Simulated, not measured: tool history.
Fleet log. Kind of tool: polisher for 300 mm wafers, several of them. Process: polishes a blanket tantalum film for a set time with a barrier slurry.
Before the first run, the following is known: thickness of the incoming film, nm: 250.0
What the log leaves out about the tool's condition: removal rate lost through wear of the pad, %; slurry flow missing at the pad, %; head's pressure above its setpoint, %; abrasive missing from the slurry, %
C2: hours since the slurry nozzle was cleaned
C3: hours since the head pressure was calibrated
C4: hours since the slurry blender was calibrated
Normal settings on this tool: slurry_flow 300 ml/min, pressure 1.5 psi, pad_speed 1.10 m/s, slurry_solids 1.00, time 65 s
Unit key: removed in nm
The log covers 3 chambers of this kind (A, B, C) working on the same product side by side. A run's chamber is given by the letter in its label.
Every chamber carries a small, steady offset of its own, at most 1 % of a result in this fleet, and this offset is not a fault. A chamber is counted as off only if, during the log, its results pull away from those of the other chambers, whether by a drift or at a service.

{"hour": 7.7, "done": "chamber B: head pressure recalibrated"}
{"hour": 8.6, "done": "chamber A: worn pad replaced by a new one"}
{"run": "1A", "hour": 11.9, "slurry_flow": 300, "pressure": 1.5, "pad_speed": 1.1, "slurry_solids": 1.0, "time": 65, "wafers polished on this pad": 32, "C2": 154.3, "C3": 19.1, "C4": 99.3, "removed": 101.41}
{"run": "2B", "hour": 21.6, "slurry_flow": 300, "pressure": 1.5, "pad_speed": 1.1, "slurry_solids": 1.0, "time": 65, "wafers polished on this pad": 801, "C2": 760.9, "C3": 13.9, "C4": 60.8, "removed": 101.93}
{"hour": 27.7, "done": "chamber B: slurry nozzle cleaned"}
{"run": "3C", "hour": 35.2, "slurry_flow": 300, "pressure": 1.5, "pad_speed": 1.1, "slurry_solids": 1.0, "time": 65, "wafers polished on this pad": 909, "C2": 83.5, "C3": 181.0, "C4": 153.3, "removed": 100.52}
{"run": "4C", "hour": 44.0, "slurry_flow": 300, "pressure": 1.5, "pad_speed": 1.1, "slurry_solids": 1.0, "time": 65, "wafers polished on this pad": 996, "C2": 92.3, "C3": 189.8, "C4": 162.1, "removed": 100.29}
{"hour": 50.9, "done": "chamber A: slurry blender recalibrated"}
{"hour": 51.2, "done": "chamber B: worn pad replaced by a new one"}
{"run": "5A", "hour": 55.6, "slurry_flow": 300, "pressure": 1.5, "pad_speed": 1.1, "slurry_solids": 1.0, "time": 65, "wafers polished on this pad": 467, "C2": 198.0, "C3": 62.8, "C4": 4.8, "removed": 100.87}
{"run": "6B", "hour": 66.2, "slurry_flow": 300, "pressure": 1.5, "pad_speed": 1.1, "slurry_solids": 1.0, "time": 80, "wafers polished on this pad": 149, "C2": 38.6, "C3": 58.5, "C4": 105.4, "removed": 122.97}
{"hour": 66.9, "done": "chamber A: slurry nozzle cleaned"}
{"run": "7A", "hour": 76.4, "slurry_flow": 300, "pressure": 1.5, "pad_speed": 1.1, "slurry_solids": 1.0, "time": 80, "wafers polished on this pad": 674, "C2": 9.6, "C3": 83.6, "C4": 25.6, "removed": 125.41}
{"run": "8B", "hour": 84.3, "slurry_flow": 300, "pressure": 1.5, "pad_speed": 1.1, "slurry_solids": 1.0, "time": 80, "wafers polished on this pad": 329, "C2": 56.7, "C3": 76.6, "C4": 123.5, "removed": 125.37}
{"run": "9C", "hour": 93.0, "slurry_flow": 300, "pressure": 1.5, "pad_speed": 1.1, "slurry_solids": 1.0, "time": 65, "wafers polished on this pad": 1483, "C2": 141.3, "C3": 238.8, "C4": 211.1, "removed": 101.13}
{"run": "10C", "hour": 100.2, "slurry_flow": 300, "pressure": 1.5, "pad_speed": 1.1, "slurry_solids": 1.0, "time": 65, "wafers polished on this pad": 1555, "C2": 148.5, "C3": 246.0, "C4": 218.3, "removed": 100.05}
{"run": "11A", "hour": 110.8, "slurry_flow": 300, "pressure": 1.5, "pad_speed": 1.1, "slurry_solids": 1.0, "time": 65, "wafers polished on this pad": 1015, "C2": 44.0, "C3": 118.0, "C4": 60.0, "removed": 100.63}
{"run": "12B", "hour": 117.5, "slurry_flow": 300, "pressure": 1.5, "pad_speed": 1.1, "slurry_solids": 0.75, "time": 42, "wafers polished on this pad": 659, "C2": 89.9, "C3": 109.8, "C4": 156.7, "removed": 59.882}
{"run": "13C", "hour": 127.5, "slurry_flow": 300, "pressure": 1.5, "pad_speed": 1.1, "slurry_solids": 0.75, "time": 42, "wafers polished on this pad": 1826, "C2": 175.8, "C3": 273.3, "C4": 245.6, "removed": 60.602}
{"hour": 129.8, "done": "chamber A: worn pad replaced by a new one"}
{"run": "14B", "hour": 138.6, "slurry_flow": 300, "pressure": 1.5, "pad_speed": 1.1, "slurry_solids": 0.75, "time": 42, "wafers polished on this pad": 869, "C2": 111.0, "C3": 130.9, "C4": 177.8, "removed": 59.543}
{"run": "15A", "hour": 145.6, "slurry_flow": 365, "pressure": 1.5, "pad_speed": 0.88, "slurry_solids": 1.0, "time": 65, "wafers polished on this pad": 157, "C2": 78.8, "C3": 152.8, "C4": 94.8, "removed": 82.314}
{"hour": 153.9, "done": "chamber B: worn pad replaced by a new one"}
{"run": "16A", "hour": 158.7, "slurry_flow": 365, "pressure": 1.5, "pad_speed": 0.88, "slurry_solids": 1.0, "time": 65, "wafers polished on this pad": 287, "C2": 91.9, "C3": 165.9, "C4": 107.9, "removed": 84.596}
{"run": "17B", "hour": 170.0, "slurry_flow": 365, "pressure": 1.5, "pad_speed": 0.88, "slurry_solids": 1.0, "time": 65, "wafers polished on this pad": 160, "C2": 142.4, "C3": 162.3, "C4": 209.2, "removed": 82.74}
{"run": "18C", "hour": 177.7, "slurry_flow": 300, "pressure": 1.5, "pad_speed": 1.1, "slurry_solids": 1.0, "time": 65, "wafers polished on this pad": 2325, "C2": 226.0, "C3": 323.5, "C4": 295.8, "removed": 100.34}
{"run": "19C", "hour": 191.1, "slurry_flow": 300, "pressure": 1.5, "pad_speed": 1.1, "slurry_solids": 1.0, "time": 65, "wafers polished on this pad": 2458, "C2": 239.4, "C3": 336.9, "C4": 309.2, "removed": 98.203}
{"run": "20A", "hour": 197.8, "slurry_flow": 330, "pressure": 1.5, "pad_speed": 1.1, "slurry_solids": 1.0, "time": 45, "wafers polished on this pad": 676, "C2": 131.0, "C3": 205.0, "C4": 147.0, "removed": 71.083}
{"hour": 200.9, "done": "chamber A: slurry blender recalibrated"}
{"run": "21B", "hour": 206.7, "slurry_flow": 330, "pressure": 1.5, "pad_speed": 1.1, "slurry_solids": 1.0, "time": 45, "wafers polished on this pad": 525, "C2": 179.1, "C3": 199.0, "C4": 245.9, "removed": 70.945}
{"run": "22A", "hour": 216.1, "slurry_flow": 330, "pressure": 1.5, "pad_speed": 1.1, "slurry_solids": 1.0, "time": 45, "wafers polished on this pad": 858, "C2": 149.3, "C3": 223.3, "C4": 15.2, "removed": 70.696}
{"run": "23C", "hour": 227.9, "slurry_flow": 300, "pressure": 1.5, "pad_speed": 1.1, "slurry_solids": 1.0, "time": 65, "wafers polished on this pad": 2824, "C2": 276.2, "C3": 373.7, "C4": 346.0, "removed": 97.049}
{"hour": 235.1, "done": "chamber B: slurry blender recalibrated"}
{"run": "24B", "hour": 240.0, "slurry_flow": 300, "pressure": 1.5, "pad_speed": 1.1, "slurry_solids": 1.0, "time": 65, "wafers polished on this pad": 856, "C2": 212.4, "C3": 232.3, "C4": 4.9, "removed": 100.55}
{"hour": 252.7, "done": "chamber B: worn pad replaced by a new one"}
{"run": "25B", "hour": 253.7, "slurry_flow": 300, "pressure": 1.5, "pad_speed": 1.1, "slurry_solids": 1.0, "time": 65, "wafers polished on this pad": 10, "C2": 226.1, "C3": 246.0, "C4": 18.6, "removed": 101.2}
{"hour": 254.5, "done": "chamber A: worn pad replaced by a new one"}
{"run": "26A", "hour": 263.8, "slurry_flow": 300, "pressure": 1.5, "pad_speed": 1.1, "slurry_solids": 1.0, "time": 65, "wafers polished on this pad": 92, "C2": 197.0, "C3": 271.0, "C4": 62.9, "removed": 102.34}
{"run": "27C", "hour": 273.8, "slurry_flow": 300, "pressure": 1.5, "pad_speed": 1.1, "slurry_solids": 1.0, "time": 65, "wafers polished on this pad": 3280, "C2": 322.1, "C3": 419.6, "C4": 391.9, "removed": 95.753}
{"run": "28C", "hour": 281.4, "slurry_flow": 300, "pressure": 1.5, "pad_speed": 1.1, "slurry_solids": 1.15, "time": 65, "wafers polished on this pad": 3356, "C2": 329.7, "C3": 427.2, "C4": 399.5, "removed": 99.113}
{"hour": 290.7, "done": "chamber A: slurry nozzle cleaned"}
{"run": "29B", "hour": 290.7, "slurry_flow": 300, "pressure": 1.5, "pad_speed": 1.1, "slurry_solids": 1.15, "time": 65, "wafers polished on this pad": 378, "C2": 263.1, "C3": 283.0, "C4": 55.6, "removed": 105.62}
{"run": "30A", "hour": 301.0, "slurry_flow": 300, "pressure": 1.5, "pad_speed": 1.1, "slurry_solids": 1.15, "time": 65, "wafers polished on this pad": 462, "C2": 10.3, "C3": 308.2, "C4": 100.1, "removed": 105.85}
{"hour": 304.1, "done": "chamber C: slurry blender recalibrated"}
{"run": "31A", "hour": 313.9, "slurry_flow": 300, "pressure": 1.5, "pad_speed": 1.1, "slurry_solids": 1.0, "time": 65, "wafers polished on this pad": 590, "C2": 23.2, "C3": 321.1, "C4": 113.0, "removed": 102.34}
{"run": "32B", "hour": 325.3, "slurry_flow": 300, "pressure": 1.5, "pad_speed": 1.1, "slurry_solids": 0.8, "time": 65, "wafers polished on this pad": 722, "C2": 297.7, "C3": 317.6, "C4": 90.2, "removed": 93.593}
{"run": "33C", "hour": 338.6, "slurry_flow": 300, "pressure": 1.5, "pad_speed": 1.1, "slurry_solids": 0.8, "time": 65, "wafers polished on this pad": 3924, "C2": 386.9, "C3": 484.4, "C4": 34.6, "removed": 86.882}

Next, every chamber runs the same settings. What will each give?
{"run": "34A", "hour": 348.4, "slurry_flow": 300, "pressure": 1.5, "pad_speed": 1.1, "slurry_solids": 1.0, "time": 65, "removed": "?"}
{"run": "34B", "hour": 348.4, "slurry_flow": 300, "pressure": 1.5, "pad_speed": 1.1, "slurry_solids": 1.0, "time": 65, "removed": "?"}
{"run": "34C", "hour": 348.4, "slurry_flow": 300, "pressure": 1.5, "pad_speed": 1.1, "slurry_solids": 1.0, "time": 65, "removed": "?"}

run=34A removed=100.950
run=34B removed=100.040
run=34C removed=94.200

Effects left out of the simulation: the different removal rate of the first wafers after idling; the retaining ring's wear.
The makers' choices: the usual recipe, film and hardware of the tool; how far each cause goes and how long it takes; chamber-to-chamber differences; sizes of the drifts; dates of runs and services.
